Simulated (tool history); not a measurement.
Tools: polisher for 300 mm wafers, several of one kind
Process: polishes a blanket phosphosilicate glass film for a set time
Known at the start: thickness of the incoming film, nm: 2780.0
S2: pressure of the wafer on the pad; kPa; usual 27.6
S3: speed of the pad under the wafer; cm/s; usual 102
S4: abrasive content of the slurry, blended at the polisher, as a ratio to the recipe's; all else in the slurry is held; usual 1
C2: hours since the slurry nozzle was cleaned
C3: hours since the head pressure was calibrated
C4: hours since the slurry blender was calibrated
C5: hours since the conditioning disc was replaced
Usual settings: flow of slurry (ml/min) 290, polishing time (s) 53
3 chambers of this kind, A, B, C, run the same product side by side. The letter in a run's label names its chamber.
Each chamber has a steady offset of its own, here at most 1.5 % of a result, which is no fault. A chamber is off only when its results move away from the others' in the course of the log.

-- hour=3 chamber B: worn pad replaced by a new one
run 1C hour=8.1 | flow_of_slurry_(ml/min)=290 S2=27.6 S3=102 S4=1 polishing_time_(s)=53 | wafers_polished_on_this_pad=687 C2=343.8 C3=355.4 C4=306.7 C5=42.6 | film_removed_(angstrom)=6134.3
run 2B hour=13.6 | flow_of_slurry_(ml/min)=290 S2=27.6 S3=102 S4=1 polishing_time_(s)=53 | wafers_polished_on_this_pad=118 C2=227 C3=343.1 C4=63.5 C5=134.4 | film_removed_(angstrom)=6287
run 3A hour=17.8 | flow_of_slurry_(ml/min)=290 S2=27.6 S3=102 S4=1 polishing_time_(s)=53 | wafers_polished_on_this_pad=1180 C2=563.5 C3=237.2 C4=471.6 C5=111.5 | film_removed_(angstrom)=6133.1
-- hour=19.5 chamber C: slurry nozzle cleaned
-- hour=21.1 chamber A: worn pad replaced by a new one
run 4A hour=26.3 | flow_of_slurry_(ml/min)=290 S2=27.6 S3=102 S4=1 polishing_time_(s)=53 | wafers_polished_on_this_pad=58 C2=572 C3=245.7 C4=480.1 C5=120 | film_removed_(angstrom)=6169.7
-- hour=30.4 chamber A: slurry blender recalibrated
run 5C hour=35 | flow_of_slurry_(ml/min)=290 S2=27.6 S3=102 S4=1 polishing_time_(s)=53 | wafers_polished_on_this_pad=987 C2=15.6 C3=382.3 C4=333.6 C5=69.5 | film_removed_(angstrom)=6210.9
run 6B hour=42.3 | flow_of_slurry_(ml/min)=290 S2=27.6 S3=102 S4=1 polishing_time_(s)=53 | wafers_polished_on_this_pad=437 C2=255.7 C3=371.8 C4=92.2 C5=163.1 | film_removed_(angstrom)=6233.5
run 7B hour=50.6 | flow_of_slurry_(ml/min)=290 S2=27.6 S3=102 S4=1 polishing_time_(s)=53 | wafers_polished_on_this_pad=530 C2=264 C3=380.1 C4=100.5 C5=171.4 | film_removed_(angstrom)=6128.6
run 8C hour=57.1 | flow_of_slurry_(ml/min)=290 S2=32.4 S3=102 S4=1 polishing_time_(s)=53 | wafers_polished_on_this_pad=1233 C2=37.7 C3=404.4 C4=355.7 C5=91.6 | film_removed_(angstrom)=7293.7
run 9A hour=63.4 | flow_of_slurry_(ml/min)=290 S2=32.4 S3=102 S4=1 polishing_time_(s)=53 | wafers_polished_on_this_pad=471 C2=609.1 C3=282.8 C4=33.1 C5=157.1 | film_removed_(angstrom)=7149.8
-- hour=68.4 chamber A: head pressure recalibrated
run 10B hour=70.5 | flow_of_slurry_(ml/min)=290 S2=32.4 S3=102 S4=1 polishing_time_(s)=53 | wafers_polished_on_this_pad=751 C2=283.9 C3=400 C4=120.4 C5=191.3 | film_removed_(angstrom)=7263.8
run 11A hour=74.3 | flow_of_slurry_(ml/min)=290 S2=27.6 S3=102 S4=1 polishing_time_(s)=53 | wafers_polished_on_this_pad=592 C2=620 C3=6 C4=44 C5=168 | film_removed_(angstrom)=6077.7
-- hour=74.6 chamber B: worn pad replaced by a new one
-- hour=78.8 chamber C: worn pad replaced by a new one
run 12C hour=82.4 | flow_of_slurry_(ml/min)=290 S2=27.6 S3=102 S4=1 polishing_time_(s)=53 | wafers_polished_on_this_pad=40 C2=63 C3=429.7 C4=381 C5=116.9 | film_removed_(angstrom)=6168.6
run 13A hour=86.8 | flow_of_slurry_(ml/min)=290 S2=27.6 S3=102 S4=1 polishing_time_(s)=53 | wafers_polished_on_this_pad=731 C2=632.5 C3=18.5 C4=56.5 C5=180.5 | film_removed_(angstrom)=6059
run 14C hour=90.5 | flow_of_slurry_(ml/min)=290 S2=27.6 S3=102 S4=1 polishing_time_(s)=53 | wafers_polished_on_this_pad=130 C2=71.1 C3=437.8 C4=389.1 C5=125 | film_removed_(angstrom)=6202.3
run 15B hour=96.3 | flow_of_slurry_(ml/min)=290 S2=27.6 S3=102 S4=1 polishing_time_(s)=53 | wafers_polished_on_this_pad=242 C2=309.7 C3=425.8 C4=146.2 C5=217.1 | film_removed_(angstrom)=6284.4
run 16A hour=100.7 | flow_of_slurry_(ml/min)=290 S2=33.1 S3=102 S4=1 polishing_time_(s)=37 | wafers_polished_on_this_pad=886 C2=646.4 C3=32.4 C4=70.4 C5=194.4 | film_removed_(angstrom)=5154.4
run 17C hour=106.6 | flow_of_slurry_(ml/min)=290 S2=33.1 S3=102 S4=1 polishing_time_(s)=37 | wafers_polished_on_this_pad=309 C2=87.2 C3=453.9 C4=405.2 C5=141.1 | film_removed_(angstrom)=5136.6
run 18B hour=113 | flow_of_slurry_(ml/min)=290 S2=33.1 S3=102 S4=1 polishing_time_(s)=37 | wafers_polished_on_this_pad=428 C2=326.4 C3=442.5 C4=162.9 C5=233.8 | film_removed_(angstrom)=5207.3
run 19C hour=117.3 | flow_of_slurry_(ml/min)=290 S2=27.6 S3=102 S4=1 polishing_time_(s)=53 | wafers_polished_on_this_pad=428 C2=97.9 C3=464.6 C4=415.9 C5=151.8 | film_removed_(angstrom)=6202.6
run 20B hour=123.4 | flow_of_slurry_(ml/min)=290 S2=27.6 S3=102 S4=1 polishing_time_(s)=53 | wafers_polished_on_this_pad=543 C2=336.8 C3=452.9 C4=173.3 C5=244.2 | film_removed_(angstrom)=6306.3
-- hour=123.8 chamber B: slurry nozzle cleaned
run 21A hour=127.1 | flow_of_slurry_(ml/min)=290 S2=27.6 S3=102 S4=1 polishing_time_(s)=53 | wafers_polished_on_this_pad=1180 C2=672.8 C3=58.8 C4=96.8 C5=220.8 | film_removed_(angstrom)=6022.4
run 22B hour=131.8 | flow_of_slurry_(ml/min)=290 S2=27.6 S3=102 S4=1 polishing_time_(s)=53 | wafers_polished_on_this_pad=637 C2=8.1 C3=461.3 C4=181.7 C5=252.6 | film_removed_(angstrom)=6232.2
-- hour=134.2 chamber A: worn pad replaced by a new one
run 23C hour=140.3 | flow_of_slurry_(ml/min)=290 S2=27.6 S3=102 S4=1 polishing_time_(s)=53 | wafers_polished_on_this_pad=684 C2=120.9 C3=487.6 C4=438.9 C5=174.8 | film_removed_(angstrom)=6176.4
run 24A hour=146.2 | flow_of_slurry_(ml/min)=290 S2=27.6 S3=102 S4=1 polishing_time_(s)=53 | wafers_polished_on_this_pad=134 C2=691.9 C3=77.9 C4=115.9 C5=239.9 | film_removed_(angstrom)=6105
run 25C hour=151.7 | flow_of_slurry_(ml/min)=290 S2=27.6 S3=102 S4=1 polishing_time_(s)=53 | wafers_polished_on_this_pad=811 C2=132.3 C3=499 C4=450.3 C5=186.2 | film_removed_(angstrom)=6156.1
-- hour=153.7 chamber B: slurry blender recalibrated
-- hour=154.6 chamber A: conditioning disc replaced and pad reconditioned
run 26B hour=160.3 | flow_of_slurry_(ml/min)=290 S2=27.6 S3=102 S4=1 polishing_time_(s)=53 | wafers_polished_on_this_pad=954 C2=36.6 C3=489.8 C4=6.7 C5=281.1 | film_removed_(angstrom)=6262.1
run 27A hour=164.1 | flow_of_slurry_(ml/min)=290 S2=27.6 S3=102 S4=0.85 polishing_time_(s)=53 | wafers_polished_on_this_pad=333 C2=709.8 C3=95.8 C4=133.8 C5=9.5 | film_removed_(angstrom)=5737.3
run 28C hour=172.5 | flow_of_slurry_(ml/min)=290 S2=27.6 S3=102 S4=0.85 polishing_time_(s)=53 | wafers_polished_on_this_pad=1043 C2=153.1 C3=519.8 C4=471.1 C5=207 | film_removed_(angstrom)=5759.6
run 29A hour=180.3 | flow_of_slurry_(ml/min)=290 S2=27.6 S3=102 S4=0.85 polishing_time_(s)=53 | wafers_polished_on_this_pad=513 C2=726 C3=112 C4=150 C5=25.7 | film_removed_(angstrom)=5582.6

All 3 chambers run these settings next. Forecast each chamber's results:
run 30A hour=186.5 | flow_of_slurry_(ml/min)=290 S2=27.6 S3=102 S4=1.2 polishing_time_(s)=53 | film_removed_(angstrom)=?
run 30B hour=186.5 | flow_of_slurry_(ml/min)=290 S2=27.6 S3=102 S4=1.2 polishing_time_(s)=53 | film_removed_(angstrom)=?
run 30C hour=186.5 | flow_of_slurry_(ml/min)=290 S2=27.6 S3=102 S4=1.2 polishing_time_(s)=53 | film_removed_(angstrom)=?

run=30A film_removed_(angstrom)=6537.3
run=30B film_removed_(angstrom)=6787.8
run=30C film_removed_(angstrom)=6637.9
